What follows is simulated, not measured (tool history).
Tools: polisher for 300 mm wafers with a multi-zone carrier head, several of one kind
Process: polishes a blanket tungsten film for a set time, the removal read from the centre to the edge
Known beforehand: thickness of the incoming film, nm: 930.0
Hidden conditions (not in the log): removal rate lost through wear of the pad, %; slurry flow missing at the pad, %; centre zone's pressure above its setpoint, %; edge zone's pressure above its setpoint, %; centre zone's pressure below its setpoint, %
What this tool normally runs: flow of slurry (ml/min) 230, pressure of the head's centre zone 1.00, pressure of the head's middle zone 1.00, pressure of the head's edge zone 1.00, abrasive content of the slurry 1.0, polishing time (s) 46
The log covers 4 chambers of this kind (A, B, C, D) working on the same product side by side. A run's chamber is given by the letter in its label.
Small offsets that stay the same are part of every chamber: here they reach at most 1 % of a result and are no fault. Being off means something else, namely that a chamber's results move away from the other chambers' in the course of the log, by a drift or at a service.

run,hour,flow of slurry (ml/min),pressure of the head's centre zone,pressure of the head's middle zone,pressure of the head's edge zone,abrasive content of the slurry,polishing time (s),wafers polished on this pad,hours since the slurry nozzle was cleaned,hours since the centre zone pressure was calibrated,hours since the edge zone pressure was calibrated,film removed at the wafer's centre (Å),film removed at mid-radius (Å),film removed at the wafer's edge (Å)
# hour 1.0: chamber A: worn pad replaced by a new one
1D,4.6,230,1.00,1.00,1.00,1.0,46,143,137.4,208.3,585.3,973.91,986.46,973.29
2B,8.8,230,1.00,1.00,1.00,1.0,46,370,302.5,1525.5,155.7,983.77,956.54,958.84
3A,12.9,230,1.00,1.00,1.00,1.0,46,182,306.1,1111.1,243.1,971.12,963.53,971.49
4C,17.4,230,1.00,1.00,1.00,1.0,46,413,320.2,21.4,498.2,981.56,993.23,963.42
5D,22.1,230,1.00,1.00,1.00,1.0,46,411,154.9,225.8,602.8,985.20,981.42,980.31
# hour 26.4: chamber C: worn pad replaced by a new one
6A,26.8,230,1.00,1.00,1.00,1.0,46,395,320.0,1125.0,257.0,967.21,962.06,967.10
7C,31.7,230,1.00,0.95,1.00,1.0,46,81,334.5,35.7,512.5,968.01,917.59,969.80
8B,38.9,230,1.00,0.95,1.00,1.0,46,830,332.6,1555.6,185.8,975.93,931.05,960.55
9A,44.1,230,1.00,0.95,1.00,1.0,46,659,337.3,1142.3,274.3,964.07,900.96,963.94
10B,48.3,230,1.00,0.95,1.00,1.0,46,974,342.0,1565.0,195.2,987.02,942.55,972.55
11C,53.0,230,1.00,1.00,1.00,1.0,46,407,355.8,57.0,533.8,983.42,985.26,973.19
12D,58.6,230,1.00,1.00,1.00,1.0,46,968,191.4,262.3,639.3,968.83,979.00,978.76
# hour 60.3: chamber C: worn pad replaced by a new one
# hour 63.6: chamber A: centre zone pressure recalibrated
13D,63.8,230,1.00,1.08,1.00,1.0,56,1048,196.6,267.5,644.5,1201.40,1263.30,1190.50
# hour 70.1: chamber B: worn pad replaced by a new one
14B,70.4,230,1.00,1.08,1.00,1.0,56,4,364.1,1587.1,217.3,1204.30,1256.50,1184.90
15C,75.5,230,1.00,1.08,1.00,1.0,56,232,378.3,79.5,556.3,1182.70,1270.50,1191.70
16A,81.9,230,1.00,1.08,1.00,1.0,56,1237,375.1,18.4,312.1,1189.80,1263.30,1178.90
# hour 82.0: chamber A: worn pad replaced by a new one
# hour 84.0: chamber B: centre zone pressure recalibrated
17C,87.2,230,1.00,1.00,1.00,1.0,46,411,390.0,91.2,568.0,977.79,977.62,975.48
18D,91.4,230,1.00,1.00,0.91,1.2,46,1470,224.2,295.1,672.1,1017.80,1038.50,965.05
# hour 91.8: chamber D: worn pad replaced by a new one
19A,94.9,230,1.00,1.00,0.91,1.2,46,198,388.1,31.4,325.1,1017.10,1004.20,965.50
# hour 96.1: chamber C: worn pad replaced by a new one
20B,102.3,230,1.00,1.00,0.91,1.2,46,492,396.0,18.4,249.2,971.71,1002.90,958.02
21A,105.5,230,1.00,1.00,0.91,1.2,46,360,398.7,42.0,335.7,1002.90,996.91,967.03
22C,112.4,230,1.00,1.00,1.00,1.0,46,250,415.2,116.4,593.2,981.60,984.38,979.52
23B,116.1,230,1.00,1.00,1.00,1.0,46,703,409.8,32.2,263.0,923.80,980.13,956.84
24D,122.1,230,1.00,1.00,1.00,1.0,46,463,254.9,325.8,702.8,972.50,1006.90,968.84
# hour 127.5: chamber C: worn pad replaced by a new one
25A,127.9,230,1.00,1.00,1.00,1.0,46,702,421.1,64.4,358.1,978.59,979.50,970.84
26C,132.7,230,1.00,1.00,1.00,1.0,46,79,435.5,136.7,613.5,969.71,982.13,991.96
27D,138.4,170,0.89,1.00,1.00,1.0,46,712,271.2,342.1,719.1,814.05,950.57,932.57
28B,144.1,170,0.89,1.00,1.00,1.0,46,1131,437.8,60.2,291.0,770.84,918.16,928.56
29C,149.8,170,0.89,1.00,1.00,1.0,46,341,452.6,153.8,630.6,818.89,945.01,948.24

All 4 chambers run these settings next. Forecast each chamber's results:
30A,155.1,230,1.00,1.00,1.00,1.0,46,,,,,?,?,?
30B,155.1,230,1.00,1.00,1.00,1.0,46,,,,,?,?,?
30C,155.1,230,1.00,1.00,1.00,1.0,46,,,,,?,?,?
30D,155.1,230,1.00,1.00,1.00,1.0,46,,,,,?,?,?

run,film removed at the wafer's centre (Å),film removed at mid-radius (Å),film removed at the wafer's edge (Å)
30A,970.28,960.48,959.35
30B,917.66,965.74,958.39
30C,974.86,981.87,980.93
30D,976.43,978.33,975.26
